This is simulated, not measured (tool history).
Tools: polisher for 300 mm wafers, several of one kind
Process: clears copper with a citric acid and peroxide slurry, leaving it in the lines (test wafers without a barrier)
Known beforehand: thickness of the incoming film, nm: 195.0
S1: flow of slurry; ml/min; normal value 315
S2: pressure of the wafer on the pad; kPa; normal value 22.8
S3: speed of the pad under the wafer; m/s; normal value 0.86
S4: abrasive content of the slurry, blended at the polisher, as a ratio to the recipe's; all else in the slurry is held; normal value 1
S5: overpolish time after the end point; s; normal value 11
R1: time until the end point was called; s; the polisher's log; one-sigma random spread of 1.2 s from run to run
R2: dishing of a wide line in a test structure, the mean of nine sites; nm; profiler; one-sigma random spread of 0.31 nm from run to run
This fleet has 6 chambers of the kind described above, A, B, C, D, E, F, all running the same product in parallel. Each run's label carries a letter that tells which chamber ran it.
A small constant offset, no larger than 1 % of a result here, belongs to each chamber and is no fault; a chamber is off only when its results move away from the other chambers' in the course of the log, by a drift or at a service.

run	hour	S1	S2	S3	S4	S5	R1	R2
1C	13.6	315	22.8	0.86	1	11	94.558	16.93
2F	27.9	315	22.8	0.86	1	11	94.983	16.953
# hour 30.7: chamber F: slurry blender recalibrated
3E	34.6	315	22.8	0.86	1	11	94.693	17.442
4B	45	315	22.8	0.86	1	11	94.139	17.319
# hour 51.1: chamber D: head pressure recalibrated
5D	53.8	315	22.8	0.86	1	11	94.543	17.309
# hour 57.6: chamber A: slurry blender recalibrated
# hour 60.7: chamber D: worn pad replaced by a new one
# hour 63.9: chamber E: slurry blender recalibrated
# hour 64.5: chamber F: worn pad replaced by a new one
6A	67.1	315	22.8	0.86	1	11	94.515	17.063
# hour 71.4: chamber E: worn pad replaced by a new one
7B	76.4	315	22.8	0.86	1	11	93.152	17.239
8C	85.8	315	22.8	0.86	1	11	94.733	17.072
9E	94.7	315	22.8	0.86	1	11	95.089	17.126
10D	102.9	315	22.8	0.86	1	11	94.399	16.724
11F	116.1	315	22.8	0.86	1	11	93.091	17.337
# hour 118.8: chamber B: worn pad replaced by a new one
# hour 121.5: chamber D: slurry blender recalibrated
12A	126.5	315	22.8	0.86	1	11	95.818	17.269
13E	133.2	315	27.6	0.86	1	4	78.492	7.8617
14B	141	315	27.6	0.86	1	4	77.388	7.8202
# hour 145.1: chamber C: worn pad replaced by a new one
# hour 146.5: chamber E: slurry nozzle cleaned
15D	153.4	315	27.6	0.86	1	4	78.107	8.0376
# hour 161.8: chamber F: worn pad replaced by a new one
16A	168.4	315	27.6	0.86	1	4	78.626	7.7476
# hour 171.9: chamber A: slurry blender recalibrated
# hour 176.9: chamber E: slurry blender recalibrated
17F	180.4	315	27.6	0.86	1	4	79.088	7.6855
18C	188	315	27.6	0.86	1	4	79.267	7.8678
# hour 188.4: chamber A: worn pad replaced by a new one
19E	196.6	315	22.8	0.86	1	11	93.749	16.83
20F	204.4	315	22.8	0.86	1	11	94.349	17.217
# hour 215.1: chamber D: slurry nozzle cleaned
21D	215.4	315	22.8	0.86	1	11	92.702	16.762
22B	222.3	315	22.8	0.86	1	11	95.358	17.292
# hour 230.7: chamber E: worn pad replaced by a new one
# hour 232.5: chamber B: worn pad replaced by a new one
# hour 233.3: chamber B: slurry blender recalibrated
23A	236.6	315	22.8	0.86	0.8	11	101.3	16.67
24C	247.3	315	22.8	0.86	0.8	11	99.034	16.282
# hour 252.9: chamber D: slurry blender recalibrated
25B	260.5	315	22.8	0.86	0.8	11	99.996	16.886
# hour 260.9: chamber D: worn pad replaced by a new one
# hour 269.3: chamber F: worn pad replaced by a new one
# hour 269.9: chamber F: slurry blender recalibrated
26F	274.4	315	22.8	0.86	0.8	11	101	17.019
# hour 287.1: chamber A: slurry blender recalibrated
27D	288.2	315	22.8	0.86	0.8	11	100.38	16.081
# hour 298: chamber C: head pressure recalibrated
# hour 298.8: chamber E: slurry blender recalibrated
28C	298.9	315	22.8	0.86	0.8	11	99.762	16.158
# hour 300.8: chamber F: slurry nozzle cleaned
29A	313.2	315	22.8	0.86	1	11	96.706	17.131
30E	327.5	315	22.8	0.86	1	11	93.014	17.019
# hour 333: chamber C: worn pad replaced by a new one
31C	336.8	315	22.8	0.86	1	11	95.588	17.018
32F	345.7	315	22.8	0.86	1	11	93.272	17.414
33A	352.4	240	22.8	0.86	1	11	97.755	16.95
34E	361.6	240	22.8	0.86	1	11	98.317	16.38
# hour 363.4: chamber B: worn pad replaced by a new one
35D	375.3	240	22.8	0.86	1	11	96.162	16.87
36B	382.6	240	22.8	0.86	1	11	97.236	16.698
37C	391.3	240	22.8	0.86	1	11	96.302	16.853
# hour 396: chamber D: slurry blender recalibrated
38E	400.8	240	22.8	0.86	1	11	100.13	16.821
39D	412.6	315	22.8	0.86	1	11	94.857	17.126

All 6 chambers run these settings next. Forecast each chamber's results:
40A	423.4	315	22.8	0.86	1	11	?	?
40B	423.4	315	22.8	0.86	1	11	?	?
40C	423.4	315	22.8	0.86	1	11	?	?
40D	423.4	315	22.8	0.86	1	11	?	?
40E	423.4	315	22.8	0.86	1	11	?	?
40F	423.4	315	22.8	0.86	1	11	?	?

run	R1	R2
40A	98.129	16.428
40B	95.876	16.869
40C	95.246	17.154
40D	95.01	17.176
40E	95.857	17.085
40F	94.212	17.402

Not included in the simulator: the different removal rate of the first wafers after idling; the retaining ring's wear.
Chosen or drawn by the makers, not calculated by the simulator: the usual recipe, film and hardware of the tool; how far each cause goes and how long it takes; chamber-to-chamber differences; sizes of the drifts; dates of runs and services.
